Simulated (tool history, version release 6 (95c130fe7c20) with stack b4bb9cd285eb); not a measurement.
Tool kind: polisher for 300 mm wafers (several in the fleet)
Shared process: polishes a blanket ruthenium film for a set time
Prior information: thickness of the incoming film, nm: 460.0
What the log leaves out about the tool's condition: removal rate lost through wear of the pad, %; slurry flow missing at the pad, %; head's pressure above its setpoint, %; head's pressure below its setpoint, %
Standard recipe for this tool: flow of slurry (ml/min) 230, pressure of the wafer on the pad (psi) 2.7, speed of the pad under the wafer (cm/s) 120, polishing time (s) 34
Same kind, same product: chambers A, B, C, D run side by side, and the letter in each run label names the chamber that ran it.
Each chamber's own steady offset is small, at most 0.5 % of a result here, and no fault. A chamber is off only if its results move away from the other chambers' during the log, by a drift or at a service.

run,hour,flow of slurry (ml/min),pressure of the wafer on the pad (psi),speed of the pad under the wafer (cm/s),polishing time (s),wafers polished on this pad,hours since the slurry nozzle was cleaned,hours since the head pressure was calibrated,film removed (angstrom)
1A,10.3,230,2.7,120,34,138,330.3,420.3,739.79
# hour 16.2: chamber C: slurry nozzle cleaned
2B,18,230,2.7,120,34,224,36.5,544.2,758.76
3D,23,230,2.7,120,34,672,24,297.6,735.66
4C,32.3,230,2.7,120,34,652,16.1,485,752.75
5C,37,230,2.7,120,34,690,20.8,489.7,732.75
6B,44.8,230,2.7,120,34,437,63.3,571,750.48
# hour 45.8: chamber B: worn pad replaced by a new one
7A,53.7,185,2.3,120,34,483,373.7,463.7,615.5
8D,64.4,185,2.3,120,34,1002,65.4,339,609.5
# hour 66.2: chamber D: worn pad replaced by a new one
9D,74.5,185,2.3,120,34,66,75.5,349.1,620.67
10A,85.4,185,2.3,120,34,736,405.4,495.4,610.65
# hour 93.7: chamber A: worn pad replaced by a new one
11C,96,230,2.7,120,34,1159,79.8,548.7,726.37
12B,101.2,230,2.7,120,34,441,119.7,627.4,756.87
13D,110.1,230,2.7,120,34,349,111.1,384.7,751.33
# hour 114.5: chamber B: worn pad replaced by a new one
14C,117.5,230,2.7,120,34,1330,101.3,570.2,744.28
15B,122.3,230,2.7,120,34,62,140.8,648.5,733.45
16A,127.7,230,2.7,120,34,270,447.7,537.7,752.68
17A,133.6,230,3.6,120,34,317,453.6,543.6,997.87
# hour 142: chamber C: worn pad replaced by a new one
# hour 143.3: chamber A: slurry nozzle cleaned
18B,144.5,230,3.6,120,34,238,163,670.7,978.43
19D,150,230,3.6,120,34,667,151,424.6,1003
20C,155.8,230,3.6,120,34,110,139.6,608.5,1005.9
21B,165.2,230,2.7,120,34,403,183.7,691.4,739.03
22D,170.2,230,3,120,34,827,171.2,444.8,831.86
23C,179.1,230,3,120,34,295,162.9,631.8,831.9
24A,188.6,230,3,120,34,755,45.3,598.6,829.65
# hour 198.7: chamber D: worn pad replaced by a new one
25D,199.2,230,3,120,34,4,200.2,473.8,843.95
26C,205.6,230,2.7,120,34,506,189.4,658.3,747.67

Has any chamber moved away from the others, gradually or after a service, or does the common gauge drift, or do the chambers differ only by their own small steady offsets? State the chamber and the most likely cause if one applies.

Beyond each chamber's small constant offset nothing stands out, and the gauge stays steady.

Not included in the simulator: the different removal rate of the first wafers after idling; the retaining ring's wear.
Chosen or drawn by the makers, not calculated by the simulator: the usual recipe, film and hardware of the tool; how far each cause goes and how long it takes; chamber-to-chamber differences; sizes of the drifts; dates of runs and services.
